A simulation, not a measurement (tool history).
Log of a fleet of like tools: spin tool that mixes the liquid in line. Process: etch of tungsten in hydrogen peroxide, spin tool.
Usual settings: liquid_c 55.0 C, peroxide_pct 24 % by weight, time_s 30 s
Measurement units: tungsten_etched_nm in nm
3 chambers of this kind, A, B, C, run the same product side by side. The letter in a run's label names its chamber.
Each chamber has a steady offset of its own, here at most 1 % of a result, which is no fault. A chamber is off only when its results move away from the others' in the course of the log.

run     day  liquid_c  peroxide_pct  time_s  read-back film thickness of the tungsten reference wafer, read on the same gauge (nm)  tungsten_etched_nm
      0.304  -- chamber B: new drum of peroxide connected
 1B   0.542      55.0            24      30                                                                                 99.994              95.415
      0.712  -- chamber C: peroxide flow meter replaced
 2C   0.846      55.0            24      30                                                                                 99.986              97.376
 3A   1.242      55.0            24      30                                                                                100.000              95.605
 4A   1.762      55.0            24      30                                                                                100.010              96.490
 5B   2.283      55.0            24      30                                                                                 99.997              94.680
 6C   2.742      55.0            24      30                                                                                100.010              96.039
 7B   3.183      58.5            24      40                                                                                 99.990             157.390
 8C   3.567      58.5            24      40                                                                                100.010             157.160
 9A   4.112      58.5            24      40                                                                                 99.998             159.140
      4.367  -- chamber C: new drum of peroxide connected
10B   4.562      63.0            24      30                                                                                100.000             153.550
11C   4.825      63.0            24      30                                                                                 99.990             157.000
12A   5.333      63.0            24      30                                                                                100.020             151.780
13B   5.633      55.0            24      30                                                                                 99.992              95.848
14C   6.079      55.0            24      30                                                                                 99.997              97.221
15A   6.658      55.0            24      30                                                                                 99.977              96.812
16B   6.992      55.0            24      30                                                                                100.000              95.315
      7.071  -- chamber B: peroxide flow meter replaced
17C   7.467      55.0            24      30                                                                                 99.999              97.615
18A   7.962      55.0            24      30                                                                                 99.993              95.905
19B   8.433      55.0            24      30                                                                                100.020              96.468
20C   8.883      55.0            24      30                                                                                 99.996              96.827
21A   9.329      55.0            24      30                                                                                 99.994              96.578
22C   9.862      55.0            24      30                                                                                 99.989              96.626
23A  10.346      55.0            24      30                                                                                100.000              95.545
24B  10.908      55.0            24      30                                                                                100.010              95.280

Has any chamber moved away from the others, gradually or after a service, or does the common gauge drift, or do the chambers differ only by their own small steady offsets? State the chamber and the most likely cause if one applies.

No chamber stands off beyond its own small offset, and the gauge holds steady.
